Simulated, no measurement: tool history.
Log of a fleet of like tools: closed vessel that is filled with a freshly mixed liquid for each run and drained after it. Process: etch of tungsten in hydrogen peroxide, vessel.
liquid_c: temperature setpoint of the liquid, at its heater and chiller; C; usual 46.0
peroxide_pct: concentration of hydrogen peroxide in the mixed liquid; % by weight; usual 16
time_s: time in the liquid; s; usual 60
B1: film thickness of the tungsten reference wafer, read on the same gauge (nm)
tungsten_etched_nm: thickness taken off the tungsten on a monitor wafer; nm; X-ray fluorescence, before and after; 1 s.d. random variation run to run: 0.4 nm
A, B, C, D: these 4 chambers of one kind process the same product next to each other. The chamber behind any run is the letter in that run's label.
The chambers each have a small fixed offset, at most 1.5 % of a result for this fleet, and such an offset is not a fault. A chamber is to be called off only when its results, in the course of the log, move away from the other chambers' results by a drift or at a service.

run 1D hour=7.0 | liquid_c=46.0 peroxide_pct=16 time_s=60 | B1=90.023 | tungsten_etched_nm=60.811
run 2C hour=11.3 | liquid_c=46.0 peroxide_pct=16 time_s=60 | B1=89.986 | tungsten_etched_nm=61.290
run 3B hour=15.4 | liquid_c=46.0 peroxide_pct=16 time_s=60 | B1=89.980 | tungsten_etched_nm=61.351
run 4A hour=20.6 | liquid_c=46.0 peroxide_pct=16 time_s=60 | B1=90.002 | tungsten_etched_nm=60.840
run 5C hour=26.1 | liquid_c=46.0 peroxide_pct=16 time_s=60 | B1=89.975 | tungsten_etched_nm=61.250
run 6B hour=32.3 | liquid_c=46.0 peroxide_pct=16 time_s=60 | B1=89.979 | tungsten_etched_nm=60.339
run 7D hour=36.3 | liquid_c=46.0 peroxide_pct=16 time_s=60 | B1=90.014 | tungsten_etched_nm=60.725
run 8A hour=40.2 | liquid_c=46.0 peroxide_pct=16 time_s=60 | B1=90.020 | tungsten_etched_nm=60.678
run 9C hour=46.7 | liquid_c=46.0 peroxide_pct=16 time_s=60 | B1=90.000 | tungsten_etched_nm=61.592
run 10B hour=54.4 | liquid_c=46.0 peroxide_pct=16 time_s=60 | B1=90.006 | tungsten_etched_nm=60.859
run 11A hour=61.4 | liquid_c=46.0 peroxide_pct=16 time_s=60 | B1=89.969 | tungsten_etched_nm=60.105
run 12D hour=67.6 | liquid_c=46.0 peroxide_pct=16 time_s=60 | B1=89.980 | tungsten_etched_nm=60.735
run 13B hour=75.7 | liquid_c=46.0 peroxide_pct=16 time_s=60 | B1=89.988 | tungsten_etched_nm=60.650
run 14A hour=82.8 | liquid_c=46.0 peroxide_pct=16 time_s=60 | B1=89.996 | tungsten_etched_nm=60.354
run 15D hour=88.0 | liquid_c=46.0 peroxide_pct=16 time_s=60 | B1=90.003 | tungsten_etched_nm=60.200
run 16C hour=94.1 | liquid_c=46.0 peroxide_pct=16 time_s=60 | B1=90.010 | tungsten_etched_nm=60.961
run 17A hour=101.4 | liquid_c=46.0 peroxide_pct=16 time_s=60 | B1=90.031 | tungsten_etched_nm=60.739
run 18B hour=107.3 | liquid_c=46.0 peroxide_pct=18 time_s=90 | B1=90.021 | tungsten_etched_nm=96.771
run 19D hour=113.0 | liquid_c=46.0 peroxide_pct=18 time_s=90 | B1=89.989 | tungsten_etched_nm=96.202
run 20C hour=118.2 | liquid_c=46.0 peroxide_pct=18 time_s=90 | B1=89.996 | tungsten_etched_nm=99.250
run 21B hour=122.1 | liquid_c=46.0 peroxide_pct=18 time_s=90 | B1=90.000 | tungsten_etched_nm=96.311
run 22D hour=129.2 | liquid_c=46.0 peroxide_pct=16 time_s=60 | B1=89.996 | tungsten_etched_nm=60.196
run 23A hour=137.1 | liquid_c=46.0 peroxide_pct=16 time_s=60 | B1=89.994 | tungsten_etched_nm=60.562
run 24C hour=143.7 | liquid_c=46.0 peroxide_pct=16 time_s=60 | B1=90.010 | tungsten_etched_nm=61.501
run 25B hour=150.9 | liquid_c=38.5 peroxide_pct=16 time_s=40 | B1=90.005 | tungsten_etched_nm=25.048
run 26D hour=156.0 | liquid_c=38.5 peroxide_pct=16 time_s=40 | B1=89.998 | tungsten_etched_nm=24.800
run 27C hour=161.8 | liquid_c=38.5 peroxide_pct=16 time_s=40 | B1=90.017 | tungsten_etched_nm=24.996
run 28A hour=167.6 | liquid_c=38.5 peroxide_pct=16 time_s=40 | B1=90.013 | tungsten_etched_nm=24.703
run 29A hour=175.7 | liquid_c=46.0 peroxide_pct=16 time_s=60 | B1=89.981 | tungsten_etched_nm=60.430
run 30C hour=183.3 | liquid_c=46.0 peroxide_pct=16 time_s=60 | B1=90.009 | tungsten_etched_nm=61.295
run 31D hour=191.1 | liquid_c=46.0 peroxide_pct=16 time_s=60 | B1=89.965 | tungsten_etched_nm=59.751
run 32B hour=196.5 | liquid_c=38.0 peroxide_pct=16 time_s=80 | B1=90.028 | tungsten_etched_nm=48.497
run 33B hour=203.3 | liquid_c=38.0 peroxide_pct=16 time_s=80 | B1=89.989 | tungsten_etched_nm=48.574
run 34D hour=209.4 | liquid_c=38.0 peroxide_pct=16 time_s=80 | B1=89.996 | tungsten_etched_nm=48.039

Is one chamber out of step, is the gauge drifting, or do the chambers differ by no more than their own small offsets? For an off chamber, give its letter and the likeliest cause.

No chamber is off and the gauge is stable; the differences are just each chamber's small, constant offset.
